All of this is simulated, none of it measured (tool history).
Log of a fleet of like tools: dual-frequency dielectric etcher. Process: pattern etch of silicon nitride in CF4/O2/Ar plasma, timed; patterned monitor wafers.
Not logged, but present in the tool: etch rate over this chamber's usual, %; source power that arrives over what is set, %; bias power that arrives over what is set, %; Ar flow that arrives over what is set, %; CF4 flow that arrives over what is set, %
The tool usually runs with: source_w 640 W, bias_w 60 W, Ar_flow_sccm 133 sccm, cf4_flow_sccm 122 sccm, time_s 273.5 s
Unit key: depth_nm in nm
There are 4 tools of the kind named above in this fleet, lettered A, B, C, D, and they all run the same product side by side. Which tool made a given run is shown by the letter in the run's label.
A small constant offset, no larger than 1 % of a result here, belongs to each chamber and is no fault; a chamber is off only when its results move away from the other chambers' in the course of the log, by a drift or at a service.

| run | hour | source_w | bias_w | Ar_flow_sccm | cf4_flow_sccm | time_s | hours since the last wet clean | hours since the last source power generator calibration | hours since the last bias power generator calibration | hours since the last Ar flow controller change | hours since the last CF4 flow controller change | read-back reference wafer on the same gauge, depth_nm | depth_nm |
|---|---|---|---|---|---|---|---|---|---|---|---|---|---|
| 1A | 10.1 | 640 | 60 | 133 | 122 | 273.5 | 252.5 | 1553.1 | 865.3 | 1363.3 | 4955.5 | 607.95 | 678.39 |
|  | 11.6 | chamber B: bias power generator calibrated |
| 2C | 19.9 | 640 | 60 | 133 | 122 | 273.5 | 363.5 | 3195.4 | 3797.8 | 102.2 | 420.3 | 608.19 | 682.67 |
| 3B | 29.4 | 640 | 60 | 133 | 122 | 273.5 | 348.0 | 3979.4 | 17.8 | 503.3 | 2497.4 | 607.33 | 680.13 |
| 4D | 36.7 | 640 | 60 | 133 | 122 | 273.5 | 100.0 | 2621.3 | 452.7 | 702.8 | 456.0 | 607.56 | 681.56 |
| 5A | 45.8 | 640 | 60 | 133 | 122 | 273.5 | 288.2 | 1588.8 | 901.0 | 1399.0 | 4991.2 | 607.63 | 676.03 |
| 6D | 51.9 | 640 | 60 | 133 | 122 | 273.5 | 115.2 | 2636.5 | 467.9 | 718.0 | 471.2 | 608.33 | 680.29 |
| 7C | 59.9 | 640 | 60 | 133 | 122 | 273.5 | 403.5 | 3235.4 | 3837.8 | 142.2 | 460.3 | 607.88 | 682.48 |
| 8B | 65.5 | 640 | 60 | 133 | 122 | 273.5 | 384.1 | 4015.5 | 53.9 | 539.4 | 2533.5 | 608.02 | 683.17 |
| 9B | 72.8 | 640 | 60 | 133 | 122 | 273.5 | 391.4 | 4022.8 | 61.2 | 546.7 | 2540.8 | 607.95 | 682.68 |
| 10C | 83.2 | 640 | 60 | 133 | 122 | 273.5 | 426.8 | 3258.7 | 3861.1 | 165.5 | 483.6 | 609.04 | 677.38 |
| 11D | 90.6 | 640 | 60 | 133 | 122 | 273.5 | 153.9 | 2675.2 | 506.6 | 756.7 | 509.9 | 608.75 | 676.43 |
|  | 96.2 | chamber B: CF4 flow controller replaced |
| 12A | 98.5 | 640 | 60 | 133 | 122 | 273.5 | 340.9 | 1641.5 | 953.7 | 1451.7 | 5043.9 | 607.80 | 680.94 |
|  | 103.9 | chamber C: wet clean of the chamber |
| 13C | 104.2 | 640 | 60 | 133 | 122 | 273.5 | 0.3 | 3279.7 | 3882.1 | 186.5 | 504.6 | 607.91 | 681.40 |
| 14A | 114.9 | 640 | 60 | 133 | 122 | 273.5 | 357.3 | 1657.9 | 970.1 | 1468.1 | 5060.3 | 607.89 | 679.77 |
|  | 121.6 | chamber B: wet clean of the chamber |
| 15B | 123.2 | 640 | 60 | 133 | 122 | 273.5 | 1.7 | 4073.2 | 111.6 | 597.1 | 27.0 | 608.99 | 679.65 |
| 16D | 133.4 | 640 | 60 | 133 | 122 | 273.5 | 196.7 | 2718.0 | 549.4 | 799.5 | 552.7 | 607.82 | 675.39 |
| 17B | 139.4 | 640 | 60 | 133 | 122 | 273.5 | 17.9 | 4089.4 | 127.8 | 613.3 | 43.2 | 608.24 | 683.79 |
| 18A | 145.2 | 640 | 60 | 133 | 122 | 273.5 | 387.6 | 1688.2 | 1000.4 | 1498.4 | 5090.6 | 608.10 | 682.27 |
| 19C | 155.1 | 640 | 60 | 133 | 122 | 273.5 | 51.2 | 3330.6 | 3933.0 | 237.4 | 555.5 | 607.67 | 683.91 |
| 20D | 162.7 | 640 | 60 | 133 | 122 | 273.5 | 226.0 | 2747.3 | 578.7 | 828.8 | 582.0 | 608.22 | 680.66 |
| 21C | 167.5 | 640 | 60 | 133 | 122 | 273.5 | 63.6 | 3343.0 | 3945.4 | 249.8 | 567.9 | 608.60 | 682.08 |
| 22B | 174.5 | 640 | 60 | 133 | 122 | 273.5 | 53.0 | 4124.5 | 162.9 | 648.4 | 78.3 | 607.91 | 681.78 |
| 23D | 185.4 | 640 | 60 | 133 | 122 | 273.5 | 248.7 | 2770.0 | 601.4 | 851.5 | 604.7 | 608.00 | 681.11 |
| 24A | 193.4 | 640 | 60 | 133 | 122 | 273.5 | 435.8 | 1736.4 | 1048.6 | 1546.6 | 5138.8 | 607.73 | 677.25 |
| 25A | 203.9 | 640 | 60 | 133 | 122 | 273.5 | 446.3 | 1746.9 | 1059.1 | 1557.1 | 5149.3 | 608.00 | 676.69 |
| 26B | 213.2 | 640 | 60 | 133 | 122 | 273.5 | 91.7 | 4163.2 | 201.6 | 687.1 | 117.0 | 607.79 | 682.76 |
| 27D | 223.4 | 640 | 60 | 133 | 122 | 273.5 | 286.7 | 2808.0 | 639.4 | 889.5 | 642.7 | 608.06 | 680.55 |
| 28C | 230.4 | 640 | 60 | 133 | 122 | 273.5 | 126.5 | 3405.9 | 4008.3 | 312.7 | 630.8 | 607.73 | 677.41 |
| 29A | 238.9 | 640 | 60 | 133 | 122 | 273.5 | 481.3 | 1781.9 | 1094.1 | 1592.1 | 5184.3 | 608.41 | 678.08 |
| 30B | 246.4 | 640 | 60 | 133 | 122 | 273.5 | 124.9 | 4196.4 | 234.8 | 720.3 | 150.2 | 607.57 | 682.83 |
| 31C | 256.4 | 640 | 60 | 133 | 122 | 273.5 | 152.5 | 3431.9 | 4034.3 | 338.7 | 656.8 | 607.41 | 684.96 |
| 32D | 267.2 | 640 | 60 | 133 | 122 | 273.5 | 330.5 | 2851.8 | 683.2 | 933.3 | 686.5 | 607.32 | 678.59 |
| 33A | 272.3 | 640 | 60 | 133 | 95 | 273.5 | 514.7 | 1815.3 | 1127.5 | 1625.5 | 5217.7 | 607.64 | 656.98 |
| 34C | 279.9 | 640 | 60 | 133 | 95 | 273.5 | 176.0 | 3455.4 | 4057.8 | 362.2 | 680.3 | 608.28 | 660.30 |
|  | 283.2 | chamber C: source power generator calibrated |
| 35B | 286.8 | 640 | 60 | 133 | 95 | 273.5 | 165.3 | 4236.8 | 275.2 | 760.7 | 190.6 | 607.95 | 658.70 |
| 36D | 295.2 | 640 | 60 | 133 | 95 | 273.5 | 358.5 | 2879.8 | 711.2 | 961.3 | 714.5 | 608.22 | 652.64 |
|  | 303.2 | chamber C: bias power generator calibrated |
| 37B | 304.5 | 640 | 60 | 133 | 122 | 273.5 | 183.0 | 4254.5 | 292.9 | 778.4 | 208.3 | 608.13 | 685.42 |
| 38A | 311.7 | 640 | 60 | 133 | 122 | 273.5 | 554.1 | 1854.7 | 1166.9 | 1664.9 | 5257.1 | 607.42 | 675.87 |
|  | 312.7 | chamber A: wet clean of the chamber |
| 39C | 318.8 | 700 | 60 | 133 | 142 | 273.5 | 214.9 | 35.7 | 15.7 | 401.1 | 719.2 | 607.54 | 749.40 |
| 40D | 327.9 | 700 | 60 | 133 | 142 | 273.5 | 391.2 | 2912.5 | 743.9 | 994.0 | 747.2 | 608.12 | 743.10 |
| 41A | 333.2 | 700 | 60 | 133 | 142 | 273.5 | 20.6 | 1876.2 | 1188.4 | 1686.4 | 5278.6 | 607.73 | 748.12 |

Predict what each chamber gives when all 4 of them run the settings below next.
| 42A | 341.1 | 640 | 60 | 105 | 122 | 273.5 |  |  |  |  |  |  | ? |
| 42B | 341.1 | 640 | 60 | 105 | 122 | 273.5 |  |  |  |  |  |  | ? |
| 42C | 341.1 | 640 | 60 | 105 | 122 | 273.5 |  |  |  |  |  |  | ? |
| 42D | 341.1 | 640 | 60 | 105 | 122 | 273.5 |  |  |  |  |  |  | ? |

| run | depth_nm |
|---|---|
| 42A | 698.09 |
| 42B | 704.08 |
| 42C | 706.75 |
| 42D | 694.10 |
